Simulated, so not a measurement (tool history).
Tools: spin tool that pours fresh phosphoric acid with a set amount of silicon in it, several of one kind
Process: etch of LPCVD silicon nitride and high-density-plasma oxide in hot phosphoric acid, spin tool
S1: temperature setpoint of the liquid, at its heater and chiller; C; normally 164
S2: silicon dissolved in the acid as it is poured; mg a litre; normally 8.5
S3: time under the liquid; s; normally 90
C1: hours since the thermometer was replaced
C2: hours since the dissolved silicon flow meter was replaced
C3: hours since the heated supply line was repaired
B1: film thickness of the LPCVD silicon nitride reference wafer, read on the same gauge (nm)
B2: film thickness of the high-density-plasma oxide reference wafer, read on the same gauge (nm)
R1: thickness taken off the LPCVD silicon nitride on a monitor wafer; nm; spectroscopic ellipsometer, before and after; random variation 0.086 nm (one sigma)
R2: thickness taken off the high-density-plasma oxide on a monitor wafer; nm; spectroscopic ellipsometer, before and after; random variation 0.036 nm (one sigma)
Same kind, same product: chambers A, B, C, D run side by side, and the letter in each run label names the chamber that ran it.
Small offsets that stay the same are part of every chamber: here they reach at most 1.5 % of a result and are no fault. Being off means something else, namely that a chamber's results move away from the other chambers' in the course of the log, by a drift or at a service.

run,hour,S1,S2,S3,C1,C2,C3,B1,B2,R1,R2
1C,8.6,164,8.5,90,896,697.4,1606.2,79.959,109.97,9.8441,0.4094
2A,14.7,164,8.5,90,477.3,1548.9,1251.9,79.973,110.03,9.9362,0.3335
3D,22.5,164,8.5,90,295.6,110.6,1061.9,79.986,110.03,9.8204,0.39889
4B,29.9,164,8.5,90,1297.4,1000.3,262.8,79.975,110.02,9.9561,0.38851
# hour 31.6: chamber A: heated supply line repaired
5D,35.3,164,8.5,90,308.4,123.4,1074.7,79.922,110.05,9.8916,0.35802
6C,39.2,164,8.5,90,926.6,728,1636.8,79.994,110.03,9.9906,0.44411
7A,44.4,164,8.5,90,507,1578.6,12.8,79.998,110.01,9.9915,0.41772
8B,51.8,164,8.5,90,1319.3,1022.2,284.7,79.933,109.96,9.946,0.36601
9A,59.3,167,8.5,110,521.9,1593.5,27.7,79.997,110.03,13.373,0.66497
10D,64.1,167,8.5,110,337.2,152.2,1103.5,80.042,109.96,13.337,0.60668
11C,72.8,167,8.5,110,960.2,761.6,1670.4,80.033,109.99,13.299,0.70616
12B,79.6,167,8.5,110,1347.1,1050,312.5,80.013,110,13.237,0.60915
13D,83.5,164,8.5,90,356.6,171.6,1122.9,79.971,110.03,9.7338,0.35979
14C,92.4,164,8.5,90,979.8,781.2,1690,80,110,9.7517,0.34355
15A,99.6,164,8.5,90,562.2,1633.8,68,79.996,109.96,10.001,0.38293
16B,105,164,8.5,90,1372.5,1075.4,337.9,80.016,110.01,9.9356,0.40368
17B,112.8,164,8.5,90,1380.3,1083.2,345.7,79.986,110.01,10.112,0.35547
18A,121.3,164,8.5,90,583.9,1655.5,89.7,79.999,109.95,9.7858,0.48151
19D,126.4,164,8.5,90,399.5,214.5,1165.8,79.98,110,9.8109,0.35451
20C,131.7,164,8.5,90,1019.1,820.5,1729.3,79.991,110,9.3748,0.39517
21B,135.7,164,8.5,90,1403.2,1106.1,368.6,79.976,109.99,10.028,0.36469
22A,144.2,164,8.5,90,606.8,1678.4,112.6,80.024,109.99,9.9876,0.39297
23D,150.9,164,8.5,90,424,239,1190.3,79.982,110,9.9923,0.39375
24C,156.4,163,8.5,140,1043.8,845.2,1754,79.987,110,14.014,0.49517
25A,162.7,163,8.5,140,625.3,1696.9,131.1,79.983,109.98,14.867,0.58312
# hour 164.1: chamber B: dissolved silicon flow meter replaced
26C,167.2,163,8.5,140,1054.6,856,1764.8,79.99,110,13.875,0.42233
27D,172.5,163,8.5,140,445.6,260.6,1211.9,79.985,109.97,14.97,0.64928
28B,179.5,164,8.5,90,1447,15.5,412.4,79.975,110.02,9.8297,0.39292
29B,187.3,164,8.5,90,1454.8,23.3,420.2,79.982,110.01,9.8123,0.35173
30C,193.5,164,10.5,120,1080.9,882.3,1791.1,80.011,110.03,11.921,0.43575
31A,200.8,164,10.5,120,663.4,1735,169.2,80.009,110.01,13.221,0.54785

The same settings go to every chamber for the next run, one line per chamber below. Forecast the results for each:
32A,207.3,164,14,90,,,,,,?,?
32B,207.3,164,14,90,,,,,,?,?
32C,207.3,164,14,90,,,,,,?,?
32D,207.3,164,14,90,,,,,,?,?

run,R1,R2
32A,9.6497,0.40555
32B,9.8116,0.36718
32C,8.9429,0.26741
32D,9.9405,0.35728
